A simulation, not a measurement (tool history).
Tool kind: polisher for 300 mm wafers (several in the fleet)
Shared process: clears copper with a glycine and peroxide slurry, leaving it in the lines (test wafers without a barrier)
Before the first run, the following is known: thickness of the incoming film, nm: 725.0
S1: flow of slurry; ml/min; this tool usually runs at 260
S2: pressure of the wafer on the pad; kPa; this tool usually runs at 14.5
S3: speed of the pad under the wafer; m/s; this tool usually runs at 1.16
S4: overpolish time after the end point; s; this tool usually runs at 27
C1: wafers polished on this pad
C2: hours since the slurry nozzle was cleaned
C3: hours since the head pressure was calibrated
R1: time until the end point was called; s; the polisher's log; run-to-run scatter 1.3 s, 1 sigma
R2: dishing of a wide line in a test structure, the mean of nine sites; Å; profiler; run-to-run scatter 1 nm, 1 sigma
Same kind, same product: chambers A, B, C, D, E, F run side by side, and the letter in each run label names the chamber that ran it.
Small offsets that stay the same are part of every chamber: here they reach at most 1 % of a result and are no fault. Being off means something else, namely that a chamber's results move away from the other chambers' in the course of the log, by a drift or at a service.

run,hour,S1,S2,S3,S4,C1,C2,C3,R1,R2
# hour 7: chamber C: slurry nozzle cleaned
1B,8.9,260,14.5,1.16,27,889,290.5,57,151.57,652.83
2F,18.5,260,14.5,1.16,27,1127,860.7,89.1,149.34,666.51
3E,28.6,260,14.5,1.16,27,1014,341.1,297.7,148.81,658.54
# hour 36.1: chamber F: worn pad replaced by a new one
# hour 39.1: chamber B: worn pad replaced by a new one
4D,43.4,260,14.5,1.16,27,374,174.1,78.3,150.89,655.46
# hour 44.4: chamber E: slurry nozzle cleaned
5A,56.3,260,14.5,1.16,27,522,223.4,461.8,150.87,651.98
6C,63.4,260,14.5,1.16,27,591,56.4,608.5,151.05,679.94
7C,79.6,260,14.5,1.16,27,684,72.6,624.7,152.86,635.56
# hour 81.8: chamber E: worn pad replaced by a new one
# hour 86.7: chamber F: slurry nozzle cleaned
8B,87.6,260,14.5,1.16,27,278,369.2,135.7,150.73,671.74
9F,95.7,260,14.5,1.16,27,343,9.1,166.3,149.08,660.86
# hour 96.1: chamber C: worn pad replaced by a new one
10E,103.6,260,14.5,1.16,27,125,59.2,372.7,153.77,639.28
11D,116.6,260,14.5,1.16,27,794,247.3,151.5,150.27,659.16
# hour 120.6: chamber C: head pressure recalibrated
12A,129.9,260,14.5,1.16,27,945,297,535.4,151.99,647.2
13D,142.5,260,14.5,1.16,27,943,273.2,177.4,151.23,651.43
14B,152.9,260,14.5,1.16,27,653,434.5,201,150.85,648.85
15F,164.2,260,14.5,1.16,16,736,77.6,234.8,148.31,472.44
# hour 167.2: chamber A: worn pad replaced by a new one
16A,173.5,260,14.5,1.16,16,36,340.6,579,151.98,462.39
17E,185.1,260,14.5,1.16,16,594,140.7,454.2,150.98,465.46
# hour 189.4: chamber B: slurry nozzle cleaned
# hour 193: chamber D: worn pad replaced by a new one
18C,197.2,260,14.5,1.16,16,581,190.2,76.6,151.17,466.88
# hour 202: chamber E: head pressure recalibrated
19C,207.4,260,14.5,1.16,16,639,200.4,86.8,151.33,473.16
# hour 219.1: chamber B: worn pad replaced by a new one
20D,223.1,260,14.5,1.16,16,173,353.8,258,151.96,471.37
# hour 232.7: chamber F: worn pad replaced by a new one
21F,236.2,260,14.5,1.16,27,20,149.6,306.8,146.72,649.2
# hour 237.1: chamber C: worn pad replaced by a new one
22B,250.9,260,14.5,1.16,27,183,61.5,299,151.77,640.44
# hour 258.6: chamber D: slurry nozzle cleaned
23A,259.7,260,14.5,1.16,27,531,426.8,665.2,148.99,659.9
24E,268.7,260,14.5,1.16,27,1074,224.3,66.7,150.24,655.72
# hour 272.6: chamber E: worn pad replaced by a new one
25F,283.7,260,14.5,1.16,27,293,197.1,354.3,148.74,666.1
26E,291.2,260,14.5,0.9,14,107,246.8,89.2,183,376.55
27D,299,260,14.5,0.9,14,609,40.5,333.9,181.27,361.53
28A,307.1,260,14.5,0.9,14,804,474.2,712.6,183.32,370.45
29B,319.7,260,14.5,0.9,14,578,130.3,367.8,185.52,361.49
30C,329.8,260,14.5,0.9,14,533,322.8,209.2,184.16,354.53
31A,344.9,260,14.5,0.9,14,1021,512,750.4,182.64,363.57
# hour 347: chamber D: head pressure recalibrated
32C,355.6,260,14.5,1.16,27,681,348.6,235,151.01,654.76
33F,370.6,260,14.5,1.16,27,792,284,441.2,145.37,653.58
# hour 378.8: chamber E: slurry nozzle cleaned
34B,382.6,260,14.5,1.16,27,939,193.2,430.7,150.34,666.66
# hour 394: chamber D: worn pad replaced by a new one
35D,394.1,260,14.5,1.16,27,1,135.6,47.1,150.81,644.44
36E,404.4,260,14.5,1.16,27,757,25.7,202.4,149.58,658.01

All 6 chambers run these settings next. Forecast each chamber's results:
37A,416.3,260,14.5,1.16,27,,,,?,?
37B,416.3,260,14.5,1.16,27,,,,?,?
37C,416.3,260,14.5,1.16,27,,,,?,?
37D,416.3,260,14.5,1.16,27,,,,?,?
37E,416.3,260,14.5,1.16,27,,,,?,?
37F,416.3,260,14.5,1.16,27,,,,?,?

run,R1,R2
37A,149.79,644.52
37B,149.71,644
37C,151.08,649.96
37D,151.09,663.64
37E,148.63,668.51
37F,147.18,659.04
